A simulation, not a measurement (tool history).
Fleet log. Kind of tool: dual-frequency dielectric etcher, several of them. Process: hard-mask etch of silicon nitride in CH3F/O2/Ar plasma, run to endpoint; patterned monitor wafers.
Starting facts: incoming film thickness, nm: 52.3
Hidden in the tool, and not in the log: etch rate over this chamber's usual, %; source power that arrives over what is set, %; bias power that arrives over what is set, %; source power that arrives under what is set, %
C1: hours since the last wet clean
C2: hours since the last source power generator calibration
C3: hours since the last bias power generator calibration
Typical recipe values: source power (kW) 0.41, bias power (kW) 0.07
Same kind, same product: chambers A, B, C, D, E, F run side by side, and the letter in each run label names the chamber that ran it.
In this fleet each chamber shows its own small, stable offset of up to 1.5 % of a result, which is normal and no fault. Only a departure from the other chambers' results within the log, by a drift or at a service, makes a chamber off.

Run 1E, hour 8.4: usual settings; C1 129.4; C2 4268.7; C3 3261.5. Result: endpoint time (s) 75.187.
Run 2A, hour 16.7: usual settings; C1 193.2; C2 1647.7; C3 1420.9. Result: endpoint time (s) 75.756.
Run 3F, hour 23.6: usual settings; C1 245.9; C2 1598.6; C3 1680. Result: endpoint time (s) 75.539.
Run 4C, hour 36.8: usual settings; C1 286; C2 1880.1; C3 3994.1. Result: endpoint time (s) 75.134.
Run 5B, hour 46.8: usual settings; C1 340.1; C2 898.5; C3 2221.5. Result: endpoint time (s) 76.531.
Run 6D, hour 55.6: usual settings; C1 334; C2 1373.3; C3 4368.6. Result: endpoint time (s) 74.975.
Run 7A, hour 69.6: usual settings; C1 246.1; C2 1700.6; C3 1473.8. Result: endpoint time (s) 75.446.
Run 8B, hour 79.5: usual settings but source power (kW) 0.32; C1 372.8; C2 931.2; C3 2254.2. Result: endpoint time (s) 83.918.
Run 9C, hour 86.9: usual settings but source power (kW) 0.32; C1 336.1; C2 1930.2; C3 4044.2. Result: endpoint time (s) 82.781.
At hour 88.5: chamber F: bias power generator calibrated.
Run 10D, hour 94: usual settings but source power (kW) 0.32; C1 372.4; C2 1411.7; C3 4407. Result: endpoint time (s) 82.244.
Run 11E, hour 101.1: usual settings but source power (kW) 0.32; C1 222.1; C2 4361.4; C3 3354.2. Result: endpoint time (s) 83.
Run 12F, hour 115.5: usual settings but source power (kW) 0.32; C1 337.8; C2 1690.5; C3 27.1. Result: endpoint time (s) 83.229.
Run 13E, hour 122.9: usual settings but source power (kW) 0.32; C1 243.9; C2 4383.2; C3 3376. Result: endpoint time (s) 82.241.
Run 14A, hour 130.5: usual settings but source power (kW) 0.48; C1 307; C2 1761.5; C3 1534.7. Result: endpoint time (s) 70.874.
Run 15C, hour 141.3: usual settings but source power (kW) 0.48; C1 390.5; C2 1984.6; C3 4098.6. Result: endpoint time (s) 71.117.
Run 16F, hour 154.6: usual settings but source power (kW) 0.48; C1 376.9; C2 1729.6; C3 66.2. Result: endpoint time (s) 70.75.
Run 17B, hour 164.5: usual settings but source power (kW) 0.48; C1 457.8; C2 1016.2; C3 2339.2. Result: endpoint time (s) 71.825.
Run 18D, hour 174.4: usual settings but source power (kW) 0.48; C1 452.8; C2 1492.1; C3 4487.4. Result: endpoint time (s) 70.261.
At hour 181.1: chamber D: wet clean of the chamber.
Run 19C, hour 188: usual settings but source power (kW) 0.48; C1 437.2; C2 2031.3; C3 4145.3. Result: endpoint time (s) 71.302.
At hour 194.8: chamber D: bias power generator calibrated.
Run 20D, hour 196.2: usual settings but source power (kW) 0.34, bias power (kW) 0.054; C1 15.2; C2 1513.9; C3 1.5. Result: endpoint time (s) 87.019.
At hour 204: chamber C: wet clean of the chamber.
Run 21E, hour 206.3: usual settings but source power (kW) 0.34, bias power (kW) 0.054; C1 327.3; C2 4466.6; C3 3459.4. Result: endpoint time (s) 86.705.
Run 22F, hour 221: usual settings but source power (kW) 0.34, bias power (kW) 0.054; C1 443.3; C2 1796; C3 132.6. Result: endpoint time (s) 88.32.
Run 23B, hour 233.9: usual settings but source power (kW) 0.34, bias power (kW) 0.054; C1 527.2; C2 1085.6; C3 2408.6. Result: endpoint time (s) 89.253.
At hour 240: chamber A: wet clean of the chamber.
Run 24A, hour 248.2: usual settings but source power (kW) 0.34, bias power (kW) 0.054; C1 8.3; C2 1879.2; C3 1652.4. Result: endpoint time (s) 88.484.
Run 25A, hour 256.3: usual settings but source power (kW) 0.34, bias power (kW) 0.054; C1 16.4; C2 1887.3; C3 1660.5. Result: endpoint time (s) 88.243.
Run 26C, hour 265.2: usual settings; C1 61.2; C2 2108.5; C3 4222.5. Result: endpoint time (s) 74.763.
Run 27D, hour 273.8: usual settings; C1 92.8; C2 1591.5; C3 79.1. Result: endpoint time (s) 74.329.
Run 28B, hour 287.8: usual settings; C1 581.1; C2 1139.5; C3 2462.5. Result: endpoint time (s) 76.33.
Run 29F, hour 295.4: usual settings; C1 517.7; C2 1870.4; C3 207. Result: endpoint time (s) 75.056.
Run 30E, hour 307.7: usual settings; C1 428.7; C2 4568; C3 3560.8. Result: endpoint time (s) 72.915.
Run 31D, hour 316.9: usual settings; C1 135.9; C2 1634.6; C3 122.2. Result: endpoint time (s) 74.696.
At hour 320.6: chamber B: wet clean of the chamber.
Run 32B, hour 331.4: usual settings; C1 10.8; C2 1183.1; C3 2506.1. Result: endpoint time (s) 76.15.
Run 33C, hour 338.1: usual settings; C1 134.1; C2 2181.4; C3 4295.4. Result: endpoint time (s) 75.405.
Run 34A, hour 350.5: usual settings; C1 110.6; C2 1981.5; C3 1754.7. Result: endpoint time (s) 75.588.
Run 35F, hour 361.9: usual settings; C1 584.2; C2 1936.9; C3 273.5. Result: endpoint time (s) 74.763.
Run 36E, hour 373.1: usual settings; C1 494.1; C2 4633.4; C3 3626.2. Result: endpoint time (s) 72.097.
At hour 377: chamber E: source power generator calibrated.
Run 37A, hour 386.5: usual settings but bias power (kW) 0.086; C1 146.6; C2 2017.5; C3 1790.7. Result: endpoint time (s) 70.261.
Run 38F, hour 394.8: usual settings but bias power (kW) 0.086; C1 617.1; C2 1969.8; C3 306.4. Result: endpoint time (s) 69.709.
Run 39E, hour 405: usual settings but bias power (kW) 0.086; C1 526; C2 28; C3 3658.1. Result: endpoint time (s) 66.777.

What goes on in this fleet: one chamber off, a drifting gauge, or nothing beyond the chambers' own small offsets? Name the chamber and the cause, if any.

One chamber, E, drifts off from the rest bit by bit.
Most likely cause: etch rate over this chamber's usual, % = 4.92.

Chamber E could run next with any of the 4 candidate recipes listed below; each alters the usual settings, and their results appear as question marks. Which one brings its results back in line with what the other chambers deliver on the usual settings?
To be in line, a result may differ from the other chambers' mean on the usual settings by at most: endpoint time (s) 0.9
Run 40E-1, hour 415.9: usual settings but source power (kW) 0.37, bias power (kW) 0.062. Result: endpoint time (s) ?.
Run 40E-2, hour 415.9: usual settings but source power (kW) 0.46. Result: endpoint time (s) ?.
Run 40E-3, hour 415.9: usual settings but source power (kW) 0.5. Result: endpoint time (s) ?.
Run 40E-4, hour 415.9: usual settings but bias power (kW) 0.061. Result: endpoint time (s) ?.

Usual-settings mean across the other chambers: endpoint time (s) 75.327
  run  endpoint time (s)
40E-1             77.917
40E-2             68.806
40E-3             66.653
40E-4             75.326
The answer is 40E-4, which returns the chamber to within the allowed miss of the others.

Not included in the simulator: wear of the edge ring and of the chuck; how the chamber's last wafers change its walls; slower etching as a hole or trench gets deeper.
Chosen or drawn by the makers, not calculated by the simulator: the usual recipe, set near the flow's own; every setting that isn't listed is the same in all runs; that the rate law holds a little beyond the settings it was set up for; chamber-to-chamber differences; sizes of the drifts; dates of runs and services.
